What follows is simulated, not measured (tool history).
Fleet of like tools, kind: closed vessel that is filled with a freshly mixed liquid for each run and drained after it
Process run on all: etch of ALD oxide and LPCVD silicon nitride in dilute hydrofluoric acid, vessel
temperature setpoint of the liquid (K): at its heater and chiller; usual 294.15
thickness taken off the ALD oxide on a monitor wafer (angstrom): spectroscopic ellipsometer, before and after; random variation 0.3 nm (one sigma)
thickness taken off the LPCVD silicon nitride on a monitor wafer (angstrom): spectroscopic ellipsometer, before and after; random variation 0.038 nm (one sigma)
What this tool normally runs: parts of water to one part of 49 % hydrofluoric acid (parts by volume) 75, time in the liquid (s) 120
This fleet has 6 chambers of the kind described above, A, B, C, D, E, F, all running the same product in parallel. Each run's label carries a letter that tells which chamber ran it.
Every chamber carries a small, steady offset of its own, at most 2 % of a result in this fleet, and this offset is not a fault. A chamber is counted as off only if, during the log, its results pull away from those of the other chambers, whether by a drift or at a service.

run	hour	temperature setpoint of the liquid (K)	parts of water to one part of 49 % hydrofluoric acid (parts by volume)	time in the liquid (s)	hours since the thermometer was replaced	hours since the hydrofluoric acid flow meter was replaced	read-back film thickness of the ALD oxide reference wafer, read on the same gauge (nm)	read-back film thickness of the LPCVD silicon nitride reference wafer, read on the same gauge (nm)	thickness taken off the ALD oxide on a monitor wafer (angstrom)	thickness taken off the LPCVD silicon nitride on a monitor wafer (angstrom)
1F	6.6	294.15	75	120	869.9	129.9	90.007	110.00	471.68	6.3108
2B	12.9	294.15	75	120	433.1	1164.4	89.978	109.99	475.57	6.3405
3A	22.8	294.15	75	120	434.7	1355.0	90.004	110.02	476.04	6.7278
4E	34.2	294.15	75	120	351.3	1779.2	89.983	110.00	471.24	7.1396
5C	40.1	290.65	75	120	1003.9	439.3	89.976	110.00	406.80	5.6928
6D	46.5	290.65	75	120	2523.7	279.4	90.042	110.02	408.72	4.9792
# hour 50.0: chamber D: thermometer replaced
7B	52.6	290.65	75	120	472.8	1204.1	89.988	109.99	410.50	5.4109
8D	59.0	290.65	75	120	9.1	291.9	90.024	110.01	402.14	5.3063
9F	67.1	290.65	75	120	930.4	190.4	89.999	109.99	410.52	5.3831
10A	77.0	290.65	75	120	488.9	1409.2	89.957	110.02	409.60	5.2194
11E	84.3	290.15	110	120	401.4	1829.3	90.028	110.00	265.65	3.4792
# hour 84.7: chamber B: thermometer replaced
12C	93.1	290.15	110	120	1056.9	492.3	90.040	109.99	264.94	3.2777
13A	98.8	290.15	110	120	510.7	1431.0	89.996	110.00	259.47	3.4485
14C	105.3	290.15	110	120	1069.1	504.5	89.999	109.99	261.63	3.3308
15E	110.6	290.15	110	120	427.7	1855.6	89.984	110.00	262.74	3.4284
16F	119.9	290.15	110	120	983.2	243.2	90.006	109.99	262.78	3.4751
17D	125.6	294.15	75	120	75.7	358.5	90.006	109.99	476.64	6.8428
18B	134.5	294.15	75	120	49.9	1286.0	90.013	110.00	473.66	6.8130
19D	141.5	294.15	75	120	91.6	374.4	90.001	110.00	475.20	6.8284
20B	147.3	294.15	75	120	62.7	1298.8	90.000	110.01	472.13	7.5165
21C	156.6	294.15	75	120	1120.4	555.8	90.003	110.01	470.34	6.5816
22F	161.9	294.15	75	120	1025.2	285.2	89.983	109.98	471.70	6.3997
23A	170.4	294.15	75	120	582.3	1502.6	90.019	110.00	470.74	6.5560
24E	180.3	294.15	75	120	497.4	1925.3	90.000	110.02	471.42	7.0152
25C	189.9	294.15	75	120	1153.7	589.1	90.007	109.99	474.59	7.3339
26F	196.0	294.15	75	120	1059.3	319.3	89.982	110.00	471.57	6.7939
27E	206.7	294.15	75	120	523.8	1951.7	89.991	110.02	471.05	6.9656
28B	215.4	294.15	40	95	130.8	1366.9	90.023	109.99	731.41	10.4220
29D	224.4	294.15	40	95	174.5	457.3	90.003	109.99	744.68	9.5017
30A	231.9	294.15	40	95	643.8	1564.1	90.017	109.98	732.59	10.6460
31C	241.4	294.15	40	95	1205.2	640.6	89.997	109.97	744.98	9.4875
# hour 245.3: chamber F: thermometer replaced
32D	247.2	294.15	40	95	197.3	480.1	90.014	110.00	733.23	10.2900
# hour 251.4: chamber E: hydrofluoric acid flow meter replaced
33A	254.4	294.15	40	95	666.3	1586.6	90.043	110.03	725.19	9.1791
34F	262.2	294.15	75	175	17.0	385.5	89.979	109.99	688.75	10.1880
35E	268.4	294.15	75	175	585.5	17.1	90.007	109.98	688.69	10.9230
36B	279.3	294.15	75	175	194.7	1430.8	90.008	110.01	695.44	9.5683
37F	289.3	294.15	75	175	44.1	412.6	89.980	110.02	685.39	9.8690
38B	294.5	294.15	75	175	209.9	1446.0	89.954	109.97	690.49	8.8731
39C	302.2	294.15	75	175	1266.0	701.4	89.990	109.98	687.51	9.3105
40E	310.6	294.15	75	120	627.7	59.3	89.965	109.98	476.38	6.9804

Each of the 6 chambers runs these same settings next. Fill in every chamber's results:
41A	318.7	294.15	75	120					?	?
41B	318.7	294.15	75	120					?	?
41C	318.7	294.15	75	120					?	?
41D	318.7	294.15	75	120					?	?
41E	318.7	294.15	75	120					?	?
41F	318.7	294.15	75	120					?	?

run	thickness taken off the ALD oxide on a monitor wafer (angstrom)	thickness taken off the LPCVD silicon nitride on a monitor wafer (angstrom)
41A	458.60	6.5437
41B	472.66	7.3749
41C	472.51	6.6180
41D	471.93	7.1470
41E	476.58	6.5616
41F	470.11	6.1904
